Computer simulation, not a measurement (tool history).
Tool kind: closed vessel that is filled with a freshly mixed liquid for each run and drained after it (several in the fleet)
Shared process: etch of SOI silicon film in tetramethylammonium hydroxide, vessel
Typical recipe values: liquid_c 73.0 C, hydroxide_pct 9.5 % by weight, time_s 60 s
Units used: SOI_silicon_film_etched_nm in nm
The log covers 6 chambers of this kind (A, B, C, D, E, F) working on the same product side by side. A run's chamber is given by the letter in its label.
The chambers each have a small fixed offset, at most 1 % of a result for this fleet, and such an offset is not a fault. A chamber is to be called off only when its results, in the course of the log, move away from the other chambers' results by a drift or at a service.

run,hour,liquid_c,hydroxide_pct,time_s,hours since the thermometer was replaced,hours since the hydroxide flow meter was replaced,"read-back film thickness of the SOI silicon film reference wafer, read on the same gauge (nm)",SOI_silicon_film_etched_nm
1F,4.3,73.0,9.5,60,1475.4,842.1,50.010,516.44
2A,11.3,73.0,9.5,60,682.8,1105.6,49.987,529.11
3B,19.1,73.0,9.5,60,1950.0,51.3,50.019,521.17
4E,22.9,73.0,9.5,60,1716.7,913.6,49.985,526.40
5D,30.0,73.0,9.5,60,1109.3,1192.2,49.974,517.75
6C,34.0,73.0,9.5,60,1167.3,504.9,50.008,526.01
7C,38.0,73.0,9.5,60,1171.3,508.9,50.011,524.45
8E,43.1,73.0,9.5,60,1736.9,933.8,50.000,528.97
9D,47.6,73.0,9.5,60,1126.9,1209.8,49.976,527.46
10B,53.5,73.0,9.5,60,1984.4,85.7,50.020,527.92
11A,59.3,80.5,9.5,60,730.8,1153.6,49.980,802.75
12F,63.0,80.5,9.5,60,1534.1,900.8,50.012,791.43
13C,70.5,80.5,9.5,60,1203.8,541.4,50.017,814.33
14A,74.3,80.5,9.5,60,745.8,1168.6,50.009,795.95
15B,78.0,80.5,9.5,60,2008.9,110.2,50.004,800.78
16D,84.4,80.5,9.5,60,1163.7,1246.6,50.011,803.66
17F,90.3,73.0,9.5,60,1561.4,928.1,49.969,521.11
18E,95.5,73.0,9.5,60,1789.3,986.2,50.000,533.46
19E,99.5,73.0,9.5,60,1793.3,990.2,50.000,529.90
20C,106.9,73.0,9.5,60,1240.2,577.8,49.994,525.49
21D,111.0,73.0,9.5,60,1190.3,1273.2,49.990,525.51
22B,116.2,73.0,9.5,60,2047.1,148.4,49.986,524.77
23A,123.1,73.0,9.5,60,794.6,1217.4,49.999,525.66
24F,130.0,73.0,12.0,60,1601.1,967.8,49.994,475.35
25D,133.8,73.0,12.0,60,1213.1,1296.0,50.028,477.72
26A,141.6,73.0,12.0,60,813.1,1235.9,49.974,488.10
27E,147.6,73.0,12.0,60,1841.4,1038.3,50.021,479.52
28B,153.2,73.0,12.0,60,2084.1,185.4,49.985,479.69
29C,160.6,73.0,12.0,60,1293.9,631.5,50.006,482.50
30F,165.4,73.0,9.5,60,1636.5,1003.2,49.986,519.00
31C,170.3,73.0,9.5,60,1303.6,641.2,49.984,518.61
32B,176.2,73.0,9.5,60,2107.1,208.4,49.991,524.23
# hour 176.4: chamber E: thermometer replaced
33E,184.1,73.0,9.5,60,7.7,1074.8,50.016,527.07
34A,189.5,79.5,7.0,60,861.0,1283.8,49.971,848.82
35F,193.3,79.5,7.0,60,1664.4,1031.1,50.009,824.36
# hour 195.4: chamber A: thermometer replaced
36D,199.7,79.5,7.0,60,1279.0,1361.9,50.023,785.90
37D,205.6,79.5,7.0,60,1284.9,1367.8,49.969,796.03
38F,209.9,79.5,7.0,60,1681.0,1047.7,49.990,831.20
39C,217.3,79.5,7.0,60,1350.6,688.2,49.977,836.44
40E,223.1,73.0,9.5,60,46.7,1113.8,50.010,525.77
41B,230.2,73.0,9.5,60,2161.1,262.4,50.026,531.62
42A,235.1,73.0,9.5,60,39.7,1329.4,50.018,529.95
43C,241.3,73.0,9.5,60,1374.6,712.2,49.971,521.53
44D,246.1,73.0,9.5,60,1325.4,1408.3,50.013,484.95

Each of the 6 chambers runs these same settings next. Fill in every chamber's results:
45A,251.9,76.5,9.5,60,,,,?
45B,251.9,76.5,9.5,60,,,,?
45C,251.9,76.5,9.5,60,,,,?
45D,251.9,76.5,9.5,60,,,,?
45E,251.9,76.5,9.5,60,,,,?
45F,251.9,76.5,9.5,60,,,,?

run,SOI_silicon_film_etched_nm
45A,648.34
45B,642.15
45C,642.05
45D,588.48
45E,641.07
45F,626.07
